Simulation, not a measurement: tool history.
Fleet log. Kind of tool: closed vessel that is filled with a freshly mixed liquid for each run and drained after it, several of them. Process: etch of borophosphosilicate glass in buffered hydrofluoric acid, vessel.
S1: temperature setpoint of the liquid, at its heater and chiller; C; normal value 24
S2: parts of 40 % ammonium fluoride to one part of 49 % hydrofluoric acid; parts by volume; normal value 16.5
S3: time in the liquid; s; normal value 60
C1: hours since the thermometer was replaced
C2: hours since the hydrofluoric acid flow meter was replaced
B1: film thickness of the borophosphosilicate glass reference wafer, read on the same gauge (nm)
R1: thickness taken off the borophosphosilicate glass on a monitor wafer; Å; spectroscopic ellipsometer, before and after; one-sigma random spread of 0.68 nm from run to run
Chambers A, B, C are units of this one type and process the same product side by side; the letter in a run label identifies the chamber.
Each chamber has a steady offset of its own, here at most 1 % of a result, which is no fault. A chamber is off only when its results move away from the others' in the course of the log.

run,hour,S1,S2,S3,C1,C2,B1,R1
1A,7.1,24,16.5,60,1683.1,689.2,79.982,930.66
2B,16.3,24,16.5,60,1382.1,1404.4,80.001,929.71
3C,30.1,24,16.5,60,679.1,1188.6,79.996,924.48
4A,40.6,24,16.5,60,1716.6,722.7,80.037,924.29
# hour 44.3: chamber B: hydrofluoric acid flow meter replaced
5C,47.5,24,16.5,60,696.5,1206,80.001,932.23
6B,59.5,24,16.5,60,1425.3,15.2,80.02,931.58
# hour 69.5: chamber A: thermometer replaced
7B,74.4,24,16.5,60,1440.2,30.1,80.01,938.73
8A,86.5,24,16.5,60,17,768.6,80.011,930.63
9C,97.6,24,16.5,60,746.6,1256.1,79.982,916.8
# hour 105.8: chamber C: thermometer replaced
10B,107.4,24,16.5,60,1473.2,63.1,80.031,936.33
11A,121.4,24,16.5,60,51.9,803.5,80.01,958.06
12C,127.9,24,16.5,60,22.2,1286.4,79.99,934.92
13C,136.3,24,16.5,60,30.6,1294.8,79.962,932.79
14B,148.4,24,16.5,60,1514.2,104.1,80.009,937.1
15A,159.2,24,16.5,60,89.7,841.3,79.994,950.69
16A,167.6,24,16.5,60,98.1,849.7,80.022,949.82
17B,177.5,24,16.5,60,1543.3,133.2,79.984,938.85
18C,190.8,24,22.5,60,85.1,1349.3,79.994,700.22
19A,203.9,24,22.5,60,134.4,886,79.985,723.55
20C,215.1,24,22.5,60,109.4,1373.6,80.01,711.29
# hour 217.4: chamber B: thermometer replaced
21B,229.4,24,16.5,60,12.1,185.1,80.025,930
22B,241.2,24,16.5,60,23.9,196.9,79.997,945.51
23C,251.8,24,16.5,60,146.1,1410.3,79.988,930.36
24A,262.2,24,16.5,60,192.7,944.3,80.003,983.33
25B,275.2,24,16.5,60,57.9,230.9,80.01,936.76
26C,283.5,24,22.5,60,177.8,1442,80.018,704.77
27A,296.9,24,22.5,60,227.4,979,79.962,737.06
28B,308.1,24,22.5,60,90.8,263.8,80.013,711.97
29C,318.8,24,16.5,60,213.1,1477.3,79.981,928.61
30A,325.6,24,16.5,60,256.1,1007.7,79.97,993.75
31C,340.4,24,16.5,60,234.7,1498.9,79.986,938.16
32B,347.5,24,16.5,60,130.2,303.2,80.007,941.43
33A,356.6,24,16.5,60,287.1,1038.7,79.999,989.93
34A,367.4,24,16.5,35,297.9,1049.5,79.988,575.43
35B,375.5,24,16.5,35,158.2,331.2,79.994,548.12
36C,386,24,16.5,35,280.3,1544.5,80.007,539.91
37B,392.6,24,16.5,60,175.3,348.3,79.992,919.95
38C,401.4,24,16.5,60,295.7,1559.9,80.01,931.47
39A,412.1,24,16.5,60,342.6,1094.2,79.981,1004.3
40C,419.7,24,16.5,60,314,1578.2,79.994,943.1
41A,430,24,16.5,60,360.5,1112.1,80.003,1006.3
42B,439.9,24,16.5,35,222.6,395.6,79.985,538.65

What goes on in this fleet: one chamber off, a drifting gauge, or nothing beyond the chambers' own small offsets? Name the chamber and the cause, if any.

It is chamber A that slowly wanders off from its peers.
Most likely cause: hydrofluoric acid flow above the setpoint (%) = 9.26.

Chamber A could run next with any of the 4 candidate recipes listed below; each alters the usual settings, and their results appear as question marks. Which one brings its results back in line with what the other chambers deliver on the usual settings?
In-line tolerance around the mean of the other chambers on the usual settings: R1 24 Å
43A-1,450.7,24,16,60,,,,?
43A-2,450.7,24,16.5,65,,,,?
43A-3,450.7,23.5,17.5,60,,,,?
43A-4,450.7,24,17,60,,,,?

On the usual settings, the other chambers give on average: R1 932.68 Å
run,R1
43A-1,1041.6
43A-2,1094.4
43A-3,927.8
43A-4,980.63
43A-3 puts the chamber back in line with the other chambers.
